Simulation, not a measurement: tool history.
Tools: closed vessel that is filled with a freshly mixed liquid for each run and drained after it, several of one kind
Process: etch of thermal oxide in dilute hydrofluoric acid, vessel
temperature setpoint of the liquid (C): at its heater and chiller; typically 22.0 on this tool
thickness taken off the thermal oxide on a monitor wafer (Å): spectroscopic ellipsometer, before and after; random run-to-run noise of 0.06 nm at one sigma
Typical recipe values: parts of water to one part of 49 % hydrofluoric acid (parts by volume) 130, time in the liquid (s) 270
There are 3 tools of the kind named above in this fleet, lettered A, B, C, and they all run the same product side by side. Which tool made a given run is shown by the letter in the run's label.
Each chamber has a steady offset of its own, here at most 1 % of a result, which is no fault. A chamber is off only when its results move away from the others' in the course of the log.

run	hour	temperature setpoint of the liquid (C)	parts of water to one part of 49 % hydrofluoric acid (parts by volume)	time in the liquid (s)	hours since the thermometer was replaced	hours since the hydrofluoric acid flow meter was replaced	read-back film thickness of the thermal oxide reference wafer, read on the same gauge (nm)	thickness taken off the thermal oxide on a monitor wafer (Å)
1C	2.9	22.0	130	270	844.2	2468.9	80.016	87.166
2B	6.2	22.0	130	270	602.9	211.8	79.997	86.906
3A	9.6	22.0	130	270	548.3	291.2	80.021	86.057
4A	13.2	22.0	130	270	551.9	294.8	80.016	85.819
5B	19.6	22.0	130	270	616.3	225.2	80.022	86.301
6C	24.9	22.0	130	270	866.2	2490.9	79.986	86.646
7A	29.0	26.5	180	270	567.7	310.6	79.989	70.437
8C	33.2	26.5	180	270	874.5	2499.2	80.002	70.305
9B	38.7	26.5	180	270	635.4	244.3	80.000	71.405
10C	44.9	22.0	175	120	886.2	2510.9	79.994	27.636
11A	50.7	22.0	175	120	589.4	332.3	79.999	27.265
12B	55.2	22.0	175	120	651.9	260.8	79.996	27.556
13B	59.5	22.0	130	270	656.2	265.1	80.000	87.277
14C	65.6	22.0	170	270	906.9	2531.6	79.997	62.681
15A	68.8	22.0	170	270	607.5	350.4	80.009	62.912
16B	74.0	22.0	170	270	670.7	279.6	80.005	64.912
17C	80.2	22.0	130	270	921.5	2546.2	80.009	87.333
18A	83.3	22.0	130	150	622.0	364.9	79.998	48.487
19B	88.6	22.0	130	150	685.3	294.2	79.996	48.816
20A	94.2	22.0	130	150	632.9	375.8	80.004	48.030
21C	98.3	22.0	150	365	939.6	2564.3	80.018	99.371

Decide between three cases: one chamber stands off from its peers, the gauge reading all wafers drifts, or nothing is wrong past each chamber's small offset. Where a chamber is off, say which and what most likely put it there.

Chamber B drifts away from the others.
Likeliest cause: liquid hotter than its thermometer reads (K) = 0.971.
Not necessarily distinguishable in this log from: hydrofluoric acid flow above the setpoint (%).

Chamber B could run next with any of the 4 candidate recipes listed below; each alters the usual settings, and their results appear as question marks. Which one brings its results back in line with what the other chambers deliver on the usual settings?
In line here means within this much of the mean the other chambers give on the usual settings: thickness taken off the thermal oxide on a monitor wafer (Å) 2.100
22B-1	102.8	24.0	130	270				?
22B-2	102.8	22.0	130	260				?
22B-3	102.8	23.0	130	270				?
22B-4	102.8	22.0	130	250				?

Mean of the other chambers on the usual settings: thickness taken off the thermal oxide on a monitor wafer (Å) 86.754
run	thickness taken off the thermal oxide on a monitor wafer (Å)
22B-1	97.465
22B-2	86.851
22B-3	93.775
22B-4	83.510
The answer is 22B-2, which returns the chamber to within the allowed miss of the others.
